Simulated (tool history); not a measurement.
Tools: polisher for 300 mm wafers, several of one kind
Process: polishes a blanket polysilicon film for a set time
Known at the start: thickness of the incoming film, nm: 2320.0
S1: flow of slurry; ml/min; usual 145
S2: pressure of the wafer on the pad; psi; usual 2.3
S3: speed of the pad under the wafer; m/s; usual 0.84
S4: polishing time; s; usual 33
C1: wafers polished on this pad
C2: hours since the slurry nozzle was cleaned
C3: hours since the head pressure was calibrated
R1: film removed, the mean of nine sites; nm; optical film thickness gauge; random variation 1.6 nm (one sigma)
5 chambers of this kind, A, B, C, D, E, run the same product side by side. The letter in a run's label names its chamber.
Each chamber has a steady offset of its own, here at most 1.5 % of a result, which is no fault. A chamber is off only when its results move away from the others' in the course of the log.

At day 0.017: chamber E: worn pad replaced by a new one.
Run 1E, day 0.254: usual settings; C1 40; C2 82.9; C3 485.1. Result: R1 204.53 nm.
At day 0.375: chamber B: head pressure recalibrated.
At day 0.421: chamber C: worn pad replaced by a new one.
At day 0.421: chamber E: head pressure recalibrated.
Run 2A, day 0.533: usual settings; C1 413; C2 547.1; C3 351.4. Result: R1 203.14 nm.
Run 3C, day 0.85: usual settings; C1 71; C2 373; C3 974.5. Result: R1 201.11 nm.
Run 4B, day 1.021: usual settings; C1 1143; C2 208.3; C3 15.6. Result: R1 200.86 nm.
Run 5D, day 1.238: usual settings; C1 535; C2 392.5; C3 493.8. Result: R1 206.03 nm.
At day 1.442: chamber B: slurry nozzle cleaned.
Run 6C, day 1.558: usual settings; C1 189; C2 390; C3 991.5. Result: R1 205.13 nm.
Run 7A, day 1.758: usual settings; C1 617; C2 576.5; C3 380.8. Result: R1 204.49 nm.
Run 8E, day 1.929: usual settings; C1 319; C2 123.1; C3 36.2. Result: R1 203.74 nm.
At day 2.079: chamber B: worn pad replaced by a new one.
Run 9B, day 2.175: usual settings; C1 16; C2 17.6; C3 43.3. Result: R1 202.67 nm.
Run 10D, day 2.458: usual settings; C1 739; C2 421.8; C3 523.1. Result: R1 204.7 nm.
Run 11D, day 2.621: usual settings; C1 766; C2 425.7; C3 527. Result: R1 207.79 nm.
Run 12C, day 2.875: usual settings; C1 409; C2 421.6; C3 1023.1. Result: R1 203 nm.
At day 3.171: chamber A: worn pad replaced by a new one.
Run 13B, day 3.212: usual settings but S3 0.98 m/s, S4 24 s; C1 189; C2 42.5; C3 68.2. Result: R1 171.15 nm.
Run 14E, day 3.529: usual settings but S3 0.98 m/s, S4 24 s; C1 585; C2 161.5; C3 74.6. Result: R1 175.6 nm.
Run 15A, day 3.683: usual settings but S3 0.98 m/s, S4 24 s; C1 85; C2 622.7; C3 427. Result: R1 173.28 nm.
Run 16A, day 4.017: usual settings but S3 0.98 m/s, S4 24 s; C1 141; C2 630.7; C3 435. Result: R1 173.53 nm.
Run 17B, day 4.25: usual settings but S3 0.98 m/s, S4 24 s; C1 362; C2 67.4; C3 93.1. Result: R1 174.05 nm.
At day 4.342: chamber E: worn pad replaced by a new one.
Run 18D, day 4.6: usual settings; C1 1096; C2 473.2; C3 574.5. Result: R1 208.49 nm.
Run 19E, day 4.904: usual settings; C1 94; C2 194.5; C3 107.6. Result: R1 201.14 nm.
At day 5.154: chamber C: worn pad replaced by a new one.
Run 20C, day 5.25: usual settings but S1 180 ml/min; C1 16; C2 478.6; C3 1080.1. Result: R1 211.84 nm.
Run 21C, day 5.517: usual settings but S1 180 ml/min; C1 60; C2 485; C3 1086.5. Result: R1 208.87 nm.
Run 22B, day 5.75: usual settings but S1 180 ml/min; C1 612; C2 103.4; C3 129.1. Result: R1 208.44 nm.
Run 23A, day 6.071: usual settings but S1 180 ml/min; C1 483; C2 680; C3 484.3. Result: R1 212.52 nm.
Run 24E, day 6.25: usual settings but S1 180 ml/min; C1 318; C2 226.8; C3 139.9. Result: R1 212.28 nm.
At day 6.317: chamber D: slurry nozzle cleaned.
Run 25D, day 6.488: usual settings; C1 1410; C2 4.1; C3 619.8. Result: R1 210.56 nm.
Run 26C, day 6.796: usual settings; C1 273; C2 515.7; C3 1117.2. Result: R1 201.47 nm.
Run 27E, day 6.988: usual settings but S3 0.62 m/s, S4 22 s; C1 441; C2 244.5; C3 157.6. Result: R1 100.59 nm.
Run 28B, day 7.262: usual settings but S3 0.62 m/s, S4 22 s; C1 864; C2 139.7; C3 165.4. Result: R1 98.92 nm.
At day 7.362: chamber D: worn pad replaced by a new one.
At day 7.383: chamber A: worn pad replaced by a new one.
Run 29A, day 7.442: usual settings but S3 0.62 m/s, S4 22 s; C1 10; C2 712.9; C3 517.2. Result: R1 99.77 nm.
Run 30D, day 7.629: usual settings but S3 0.62 m/s, S4 22 s; C1 45; C2 31.5; C3 647.2. Result: R1 105.8 nm.
Run 31C, day 7.858: usual settings but S3 0.62 m/s, S4 22 s; C1 450; C2 541.2; C3 1142.7. Result: R1 99.889 nm.
Run 32E, day 8.075: usual settings; C1 622; C2 270.6; C3 183.7. Result: R1 206.59 nm.
At day 8.258: chamber E: worn pad replaced by a new one.
Run 33D, day 8.321: usual settings but S2 2.5 psi; C1 160; C2 48.1; C3 663.8. Result: R1 234.54 nm.
Run 34B, day 8.588: usual settings but S2 2.5 psi; C1 1085; C2 171.5; C3 197.2. Result: R1 219.7 nm.
At day 8.796: chamber B: worn pad replaced by a new one.
Run 35A, day 8.796: usual settings but S2 2.5 psi; C1 236; C2 745.4; C3 549.7. Result: R1 224.03 nm.
Run 36E, day 9.062: usual settings but S2 2.5 psi; C1 134; C2 294.3; C3 207.4. Result: R1 219.66 nm.
Run 37A, day 9.367: usual settings but S2 2.5 psi; C1 331; C2 759.1; C3 563.4. Result: R1 223.51 nm.
At day 9.533: chamber C: worn pad replaced by a new one.
Run 38C, day 9.562: usual settings; C1 5; C2 582.1; C3 1183.6. Result: R1 201.93 nm.
Run 39B, day 9.812: usual settings; C1 169; C2 200.9; C3 226.6. Result: R1 199.81 nm.
Run 40D, day 10.158: usual settings; C1 466; C2 92.2; C3 707.9. Result: R1 212.17 nm.
Run 41B, day 10.45: usual settings; C1 275; C2 216.2; C3 241.9. Result: R1 198.86 nm.
Run 42D, day 10.783: usual settings; C1 570; C2 107.2; C3 722.9. Result: R1 217.17 nm.

What goes on in this fleet: one chamber off, a drifting gauge, or nothing beyond the chambers' own small offsets? Name the chamber and the cause, if any.

Chamber D drifts away from the others.
Cause: head's pressure above its setpoint, % = 6.07.

Here are 4 candidates for chamber D's next run, each the usual settings with a change, their results left as question marks. Which one brings its results back in line with what the others give on the usual settings?
In line means no further than this from the other chambers' mean on the usual settings: R1 5.6 nm
Run 43D-1, day 11.042: usual settings but S3 0.9 m/s. Result: R1 ?.
Run 43D-2, day 11.042: usual settings but S1 100 ml/min. Result: R1 ?.
Run 43D-3, day 11.042: usual settings but S3 0.9 m/s, S4 35 s. Result: R1 ?.
Run 43D-4, day 11.042: usual settings but S1 140 ml/min, S2 2 psi. Result: R1 ?.

The other chambers' mean on the usual settings: R1 203.45 nm
  run      R1
43D-1  232.91
43D-2  201.08
43D-3  247.02
43D-4  187.82
43D-2 brings the chamber back in line.
